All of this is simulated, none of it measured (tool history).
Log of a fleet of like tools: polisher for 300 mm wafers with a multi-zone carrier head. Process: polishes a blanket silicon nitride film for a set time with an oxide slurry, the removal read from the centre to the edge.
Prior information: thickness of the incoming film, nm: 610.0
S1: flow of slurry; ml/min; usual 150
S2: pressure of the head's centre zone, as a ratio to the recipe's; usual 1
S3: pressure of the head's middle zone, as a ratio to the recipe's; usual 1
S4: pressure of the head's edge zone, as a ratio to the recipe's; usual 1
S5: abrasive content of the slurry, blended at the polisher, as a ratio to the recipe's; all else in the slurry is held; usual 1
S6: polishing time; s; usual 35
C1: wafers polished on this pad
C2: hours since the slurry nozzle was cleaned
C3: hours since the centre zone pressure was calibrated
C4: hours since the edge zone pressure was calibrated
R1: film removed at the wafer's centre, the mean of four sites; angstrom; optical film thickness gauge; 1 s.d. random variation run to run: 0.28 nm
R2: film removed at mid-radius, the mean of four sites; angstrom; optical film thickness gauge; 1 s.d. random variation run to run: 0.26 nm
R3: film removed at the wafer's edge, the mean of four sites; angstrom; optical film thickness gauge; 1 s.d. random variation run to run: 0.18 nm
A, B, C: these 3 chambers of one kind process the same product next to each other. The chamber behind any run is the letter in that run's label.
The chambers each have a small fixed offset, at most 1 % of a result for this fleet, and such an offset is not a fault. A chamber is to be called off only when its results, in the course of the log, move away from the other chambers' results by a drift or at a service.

run	hour	S1	S2	S3	S4	S5	S6	C1	C2	C3	C4	R1	R2	R3
1C	6.8	150	1	1	1	1	35	678	83	819.3	607.2	199.59	202.33	196.76
# hour 9.9: chamber B: worn pad replaced by a new one
2A	12.6	150	1	1	1	1	35	437	17.5	238.9	368.7	194.05	198.86	195.99
3B	21.9	150	1	1	1	1	35	198	134.8	173	35.2	195.35	195.59	198.07
4B	29.4	150	1	1	1	1	35	320	142.3	180.5	42.7	196.88	200.9	197.09
# hour 35.8: chamber A: worn pad replaced by a new one
5C	38.4	150	1	1	1	1	35	1196	114.6	850.9	638.8	190.79	199.33	196.73
6A	43.1	150	1	1	1	1	35	119	48	269.4	399.2	200.94	197.17	194.01
# hour 46.2: chamber C: worn pad replaced by a new one
7A	51.9	150	1	1.09	1	1	28	264	56.8	278.2	408	157.93	170.85	156.05
8B	58.9	150	1	1.09	1	1	28	804	171.8	210	72.2	155.08	175.36	157.53
9C	65.4	150	1	1.09	1	1	28	316	141.6	877.9	665.8	154.88	169.11	158.93
10C	70.5	150	1	1	1	1	35	399	146.7	883	670.9	195.28	199.83	194.86
# hour 70.8: chamber B: worn pad replaced by a new one
11A	75.4	150	1	1	1	1	35	649	80.3	301.7	431.5	194.07	195.15	195.89
12B	80.5	150	1	1	1	1	35	159	193.4	231.6	93.8	199.67	197.93	195.31
# hour 83.4: chamber A: worn pad replaced by a new one
13C	85.4	150	1	1	1	1	35	643	161.6	897.9	685.8	198.26	194.63	194.34
14A	90.1	150	1	1	1	1	35	110	95	316.4	446.2	192.66	199.3	197.37
15B	95.5	150	1	1	1	1	35	404	208.4	246.6	108.8	196.73	195.02	198.26
16A	104.3	150	1	1	1	1	35	343	109.2	330.6	460.4	194.57	197	197.39
17C	111	150	1	1	1	1	35	1063	187.2	923.5	711.4	200.31	192.03	195.07
# hour 119.9: chamber B: worn pad replaced by a new one
18B	121	150	1	1	1	1	35	19	233.9	272.1	134.3	198.4	197.86	199.22
# hour 122.2: chamber C: worn pad replaced by a new one
19C	128.9	150	1	1	1	1	35	111	205.1	941.4	729.3	196.93	196.77	199.21
# hour 131.5: chamber A: worn pad replaced by a new one
20A	135.6	150	1	1	1	1	35	67	140.5	361.9	491.7	193.7	199.78	195.68
21B	145.9	150	1	1	1	1	35	427	258.8	297	159.2	190.56	195.68	197.01
22B	156.5	150	1	1	1	1	35	601	269.4	307.6	169.8	192.3	201.82	199.29
# hour 158.3: chamber C: slurry nozzle cleaned
23C	163.1	105	1	1	0.9	1	35	671	4.8	975.6	763.5	186.17	178.74	177.91
24A	173	105	1	1	0.9	1	35	680	177.9	399.3	529.1	177.21	180.26	175.76
25A	178.3	105	1	1	0.9	1	35	767	183.2	404.6	534.4	175.28	179.37	173.69
# hour 179: chamber B: worn pad replaced by a new one
# hour 181.2: chamber A: worn pad replaced by a new one
26C	186.7	150	1	1	1	1	35	1058	28.4	999.2	787.1	207.35	197.81	198.3
27B	195.3	150	1	1	1	1	35	268	308.2	346.4	208.6	193.83	194.74	198.23
# hour 203: chamber C: worn pad replaced by a new one
28B	206	150	1	1	1	1	35	443	318.9	357.1	219.3	198.66	194.87	200.11
29C	214.3	150	1	1	1	1	35	186	56	1026.8	814.7	209.55	194.47	195.68
30A	219.1	150	1	1	1	1	35	622	224	445.4	575.2	196.84	197.01	196.92
# hour 224.9: chamber A: worn pad replaced by a new one
31A	225.3	150	1	1	1	1	35	7	230.2	451.6	581.4	193.66	200.7	192.86
32B	234.5	150	1	1	1	1	35	910	347.4	385.6	247.8	196.19	196.71	198.75
33C	243.5	150	1	1	1	1	35	664	85.2	1056	843.9	212.15	196.59	197.3

Predict what each chamber gives when all 3 of them run the settings below next.
34A	251.2	150	1	1	1	1	44					?	?	?
34B	251.2	150	1	1	1	1	44					?	?	?
34C	251.2	150	1	1	1	1	44					?	?	?

run	R1	R2	R3
34A	243.79	255.49	243.4
34B	244.53	249.73	247.72
34C	271.82	243.45	246.59
